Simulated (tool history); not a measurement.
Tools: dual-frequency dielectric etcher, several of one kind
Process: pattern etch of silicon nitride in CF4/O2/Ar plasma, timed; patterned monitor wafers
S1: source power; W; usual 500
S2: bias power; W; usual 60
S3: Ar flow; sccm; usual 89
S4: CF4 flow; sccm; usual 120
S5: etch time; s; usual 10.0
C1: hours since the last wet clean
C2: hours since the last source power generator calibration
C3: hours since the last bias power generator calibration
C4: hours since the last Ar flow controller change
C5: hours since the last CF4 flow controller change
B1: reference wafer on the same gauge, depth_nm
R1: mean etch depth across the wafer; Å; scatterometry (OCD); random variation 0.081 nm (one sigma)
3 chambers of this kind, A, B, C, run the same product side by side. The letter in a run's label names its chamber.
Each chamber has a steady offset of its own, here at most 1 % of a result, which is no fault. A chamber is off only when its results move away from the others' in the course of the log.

run	day	S1	S2	S3	S4	S5	C1	C2	C3	C4	C5	B1	R1
# day 0.308: chamber B: source power generator calibrated
1A	0.308	500	60	89	120	10.0	364.5	2556.1	3133.7	1293.0	1387.5	16.991	211.53
2C	0.671	500	60	89	120	10.0	152.1	1153.8	2642.6	224.0	3704.8	16.983	209.33
3B	0.979	500	60	89	120	10.0	259.9	16.1	2351.6	2676.0	5291.4	17.000	212.30
4A	1.192	500	60	89	120	10.0	385.7	2577.3	3154.9	1314.2	1408.7	16.992	211.01
5B	1.471	500	60	89	120	10.0	271.7	27.9	2363.4	2687.8	5303.2	17.010	212.73
6C	1.696	500	60	89	120	10.0	176.7	1178.4	2667.2	248.6	3729.4	16.996	209.78
7C	2.117	500	60	89	120	10.0	186.8	1188.5	2677.3	258.7	3739.5	17.000	210.17
8B	2.533	500	60	89	120	10.0	297.2	53.4	2388.9	2713.3	5328.7	17.002	210.05
9A	2.779	500	60	89	120	10.0	423.8	2615.4	3193.0	1352.3	1446.8	17.022	210.74
10C	2.988	500	60	89	120	12.0	207.7	1209.4	2698.2	279.6	3760.4	16.999	251.20
11A	3.408	500	60	89	120	12.0	438.9	2630.5	3208.1	1367.4	1461.9	16.994	253.14
12B	3.804	500	60	89	120	12.0	327.7	83.9	2419.4	2743.8	5359.2	16.995	253.86
13B	4.054	500	60	89	104	10.0	333.7	89.9	2425.4	2749.8	5365.2	16.998	209.62
14A	4.354	500	60	89	104	10.0	461.6	2653.2	3230.8	1390.1	1484.6	16.997	207.12
15C	4.600	500	60	89	104	10.0	246.4	1248.1	2736.9	318.3	3799.1	16.982	206.85
16C	4.992	580	60	89	95	10.0	255.8	1257.5	2746.3	327.7	3808.5	17.012	233.02
17A	5.392	580	60	89	95	10.0	486.5	2678.1	3255.7	1415.0	1509.5	17.004	235.33
18B	5.667	580	60	89	95	10.0	372.4	128.6	2464.1	2788.5	5403.9	17.002	234.16
19A	6.062	500	60	89	120	10.0	502.6	2694.2	3271.8	1431.1	1525.6	17.007	211.55
20C	6.383	500	60	89	120	10.0	289.2	1290.9	2779.7	361.1	3841.9	16.999	209.49
# day 6.446: chamber A: wet clean of the chamber
21B	6.608	500	60	89	120	10.0	395.0	151.2	2486.7	2811.1	5426.5	16.994	212.26
22C	6.850	500	60	89	120	11.5	300.4	1302.1	2790.9	372.3	3853.1	17.006	243.37
23A	7.221	500	60	89	120	11.5	18.7	2722.0	3299.6	1458.9	1553.4	16.996	242.09
24B	7.438	500	60	89	120	11.5	414.9	171.1	2506.6	2831.0	5446.4	16.987	242.59
25A	7.708	500	60	102	120	10.0	30.4	2733.7	3311.3	1470.6	1565.1	16.994	206.90
26B	8.033	500	60	102	120	10.0	429.2	185.4	2520.9	2845.3	5460.7	17.010	208.33
27C	8.371	500	60	102	120	10.0	336.9	1338.6	2827.4	408.8	3889.6	17.014	208.58

Next, every chamber runs the same settings. What will each give?
28A	8.671	500	60	79	120	10.0							?
28B	8.671	500	60	79	120	10.0							?
28C	8.671	500	60	79	120	10.0							?

run	R1
28A	213.80
28B	213.86
28C	211.56
